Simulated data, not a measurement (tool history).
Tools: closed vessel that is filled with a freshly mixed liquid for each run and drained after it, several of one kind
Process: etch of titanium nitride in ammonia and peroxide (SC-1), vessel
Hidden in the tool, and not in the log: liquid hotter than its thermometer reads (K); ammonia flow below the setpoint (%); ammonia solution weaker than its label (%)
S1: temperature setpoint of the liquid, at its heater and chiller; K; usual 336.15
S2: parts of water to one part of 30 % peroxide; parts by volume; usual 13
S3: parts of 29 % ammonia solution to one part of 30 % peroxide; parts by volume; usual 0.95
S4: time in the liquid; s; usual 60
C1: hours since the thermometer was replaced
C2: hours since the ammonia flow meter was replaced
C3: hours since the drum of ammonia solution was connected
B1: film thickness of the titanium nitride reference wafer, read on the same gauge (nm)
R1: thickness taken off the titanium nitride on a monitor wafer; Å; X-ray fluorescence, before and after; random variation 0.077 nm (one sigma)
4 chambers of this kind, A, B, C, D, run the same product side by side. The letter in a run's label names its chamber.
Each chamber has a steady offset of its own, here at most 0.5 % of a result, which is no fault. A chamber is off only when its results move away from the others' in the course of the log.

run    day      S1  S2    S3  S4      C1      C2     C3       B1      R1
 1D  0.292  336.15  13  0.95  60  1678.2   786.3   40.2   99.999  157.12
 2C  0.588  336.15  13  0.95  60   486.0   587.8  804.9   99.976  155.63
 3B  0.733  336.15  13  0.95  60   390.7   616.1   56.1   99.999  157.72
 4A  0.896  336.15  13  0.95  60   132.0  1035.2  525.3  100.010  158.20
     1.058  -- chamber B: ammonia flow meter replaced
 5D  1.104  342.65  13  1.20  60  1697.7   805.8   59.7   99.995  241.01
 6A  1.279  342.65  13  1.20  60   141.2  1044.4  534.5   99.999  245.46
 7C  1.575  342.65  13  1.20  60   509.7   611.5  828.6  100.020  240.64
     1.671  -- chamber D: thermometer replaced
 8B  1.862  342.65  13  1.20  60   417.8    19.4   83.2   99.996  246.86
 9C  2.162  336.15  13  0.95  60   523.8   625.6  842.7   99.989  156.86
10A  2.458  336.15  13  0.95  60   169.5  1072.7  562.8   99.992  157.88
11B  2.712  336.15  13  0.95  60   438.2    39.8  103.6  100.010  158.01
12D  2.979  336.15  13  0.95  60    31.4   850.8  104.7   99.993  158.82
13D  3.225  336.15  13  0.95  60    37.3   856.7  110.6  100.010  157.08
14B  3.412  336.15  13  0.95  60   455.0    56.6  120.4  100.000  157.98
15A  3.633  336.15  13  0.95  60   197.7  1100.9  591.0   99.966  158.16
16C  3.883  336.15  13  0.95  60   565.1   666.9  884.0   99.988  160.44
17C  4.054  336.15  13  0.95  60   569.2   671.0  888.1  100.010  160.57
     4.062  -- chamber A: new drum of ammonia solution connected
18A  4.204  336.15  13  0.95  60   211.4  1114.6    3.4   99.990  157.29
19B  4.408  336.15  13  0.95  60   478.9    80.5  144.3  100.020  157.83
20D  4.575  336.15  13  0.95  60    69.7   889.1  143.0   99.982  157.38
21B  4.842  336.15  13  0.95  60   489.3    90.9  154.7  100.010  156.92
22A  4.983  336.15  13  0.95  60   230.1  1133.3   22.1   99.981  156.65
23C  5.238  336.15  13  0.95  60   597.6   699.4  916.5   99.991  161.99
24D  5.425  340.15  13  0.95  35    90.1   909.5  163.4  100.010  117.29
25A  5.579  340.15  13  0.95  35   244.4  1147.6   36.4  100.000  118.76
26D  5.825  340.15  13  0.95  35    99.7   919.1  173.0  100.010  117.82
27B  6.088  340.15  13  0.95  35   519.2   120.8  184.6   99.987  119.26
28C  6.288  336.15  13  0.95  60   622.8   724.6  941.7   99.996  163.36
29C  6.550  336.15  13  0.95  60   629.1   730.9  948.0   99.991  164.89

Next, every chamber runs the same settings. What will each give?
30A  6.771  336.15  13  0.95  60                   ?
30B  6.771  336.15  13  0.95  60                   ?
30C  6.771  336.15  13  0.95  60                   ?
30D  6.771  336.15  13  0.95  60                   ?

run      R1
30A  157.34
30B  156.96
30C  164.34
30D  156.14
